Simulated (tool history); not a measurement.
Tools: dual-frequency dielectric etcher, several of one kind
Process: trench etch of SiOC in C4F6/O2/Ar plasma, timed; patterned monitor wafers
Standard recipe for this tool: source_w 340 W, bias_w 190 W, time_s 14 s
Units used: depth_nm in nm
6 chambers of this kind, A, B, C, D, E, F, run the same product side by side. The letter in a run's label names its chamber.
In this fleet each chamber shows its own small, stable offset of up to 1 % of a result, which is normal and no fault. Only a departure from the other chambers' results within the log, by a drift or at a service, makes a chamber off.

run   hour  source_w  bias_w  time_s  hours since the last wet clean  hours since the last source power generator calibration  hours since the last bias power generator calibration  read-back reference wafer on the same gauge, depth_nm  depth_nm
 1F     16       340     190      14                           226.8                                                   1337.3                                                 1603.3                                                 28.395    27.739
 2D   26.2       340     190      14                           283.3                                                   1226.4                                                 2723.2                                                 28.393    27.595
 3A   37.4       340     190      14                           133.7                                                   2302.2                                                 2163.7                                                 28.377     27.49
 4B     47       340     190      14                           303.2                                                      996                                                  603.3                                                 28.386    27.721
 5E   55.7       340     190      14                           297.3                                                     77.2                                                 2030.7                                                 28.383    27.865
 6C   71.1       340     190      14                           174.9                                                   1550.1                                                 3507.1                                                 28.376    27.705
 7E   81.1       340     145    17.5                           322.7                                                    102.6                                                 2056.1                                                 28.371    32.054
 8F   88.1       340     145    17.5                           298.9                                                   1409.4                                                 1675.4                                                 28.366    31.874
 9B  101.5       340     145    17.5                           357.7                                                   1050.5                                                  657.8                                                 28.369    31.786
10C  115.8       340     145    17.5                           219.6                                                   1594.8                                                 3551.8                                                 28.369    31.808
11D  126.1       340     145    17.5                           383.2                                                   1326.3                                                 2823.1                                                 28.365    31.733
     132.4  -- chamber F: wet clean of the chamber
12A  134.2       340     145    17.5                           230.5                                                     2399                                                 2260.5                                                 28.355    31.527
13E  142.3       340     190      14                           383.9                                                    163.8                                                 2117.3                                                 28.365    27.921
14F  156.6       340     190      14                            24.2                                                   1477.9                                                 1743.9                                                 28.352    27.758
     166.6  -- chamber E: wet clean of the chamber
15C  168.3       340     190      14                           272.1                                                   1647.3                                                 3604.3                                                 28.339    27.633
16B  175.4       340     146      14                           431.6                                                   1124.4                                                  731.7                                                 28.347    25.382
     186.1  -- chamber A: bias power generator calibrated
17D  188.2       340     146      14                           445.3                                                   1388.4                                                 2885.2                                                 28.336    25.416
     189.8  -- chamber D: bias power generator calibrated
18A  200.6       340     146      14                           296.9                                                   2465.4                                                   14.6                                                 28.331     25.25
     208.5  -- chamber D: wet clean of the chamber
19D  212.2       340     146      14                             3.7                                                   1412.4                                                   22.5                                                  28.33    25.394
20E  226.6       340     146      14                              60                                                    248.1                                                 2201.6                                                 28.324    25.648
21F  235.3       340     146      14                           102.9                                                   1556.6                                                 1822.6                                                 28.325    25.443
22A  250.4       340     190      14                           346.7                                                   2515.2                                                   64.4                                                 28.311    27.491
23B  260.1       340     190      14                           516.3                                                   1209.1                                                  816.4                                                 28.317      27.6
       262  -- chamber C: wet clean of the chamber
24C  267.7       340     190      14                             5.8                                                   1746.7                                                 3703.7                                                 28.319     27.62
25B  280.2       340     190      14                           536.4                                                   1229.2                                                  836.5                                                 28.296     27.57
26A  291.7       340     190      14                             388                                                   2556.5                                                  105.7                                                 28.311     27.36
27E  304.5       340     190      14                           137.9                                                      326                                                 2279.5                                                  28.29    27.861
28D    319       340     190      14                           110.5                                                   1519.2                                                  129.3                                                 28.281    27.547
29F  327.2       340     190      14                           194.8                                                   1648.5                                                 1914.5                                                 28.293     27.76
30C  337.7       340     190      14                            75.8                                                   1816.7                                                 3773.7                                                 28.282    27.676
31D  353.6       340     220      14                           145.1                                                   1553.8                                                  163.9                                                 28.279    28.851
     356.5  -- chamber A: wet clean of the chamber
32A  366.8       340     220      14                            10.3                                                   2631.6                                                  180.8                                                  28.27     28.79
33C    383       340     220      14                           121.1                                                     1862                                                   3819                                                 28.274    29.018
34F  394.5       340     220      14                           262.1                                                   1715.8                                                 1981.8                                                 28.263    29.098
     402.7  -- chamber B: wet clean of the chamber
35E  407.9       340     220      14                           241.3                                                    429.4                                                 2382.9                                                 28.263    29.087
36B  417.1       340     220      14                            14.4                                                   1366.1                                                  973.4                                                  28.25    28.971
37E  429.4       380     210      14                           262.8                                                    450.9                                                 2404.4                                                 28.252    29.971
38A  437.6       380     210      14                            81.1                                                   2702.4                                                  251.6                                                 28.256    29.534
39B  447.5       380     210      14                            44.8                                                   1396.5                                                 1003.8                                                 28.245    29.665
40F  454.5       380     210      14                           322.1                                                   1775.8                                                 2041.8                                                 28.246     29.85
41D  469.4       380     210      14                           260.9                                                   1669.6                                                  279.7                                                 28.236    29.545
42C  478.4       380     210      14                           216.5                                                   1957.4                                                 3914.4                                                  28.24    29.742
43C  493.4       340     190      14                           231.5                                                   1972.4                                                 3929.4                                                 28.231    27.584

All 6 chambers run these settings next. Forecast each chamber's results:
44A  504.9       340     190      14                                                                                                                                                                                                                ?
44B  504.9       340     190      14                                                                                                                                                                                                                ?
44C  504.9       340     190      14                                                                                                                                                                                                                ?
44D  504.9       340     190      14                                                                                                                                                                                                                ?
44E  504.9       340     190      14                                                                                                                                                                                                                ?
44F  504.9       340     190      14                                                                                                                                                                                                                ?

run  depth_nm
44A    27.344
44B    27.498
44C    27.611
44D    27.535
44E    27.697
44F    27.687
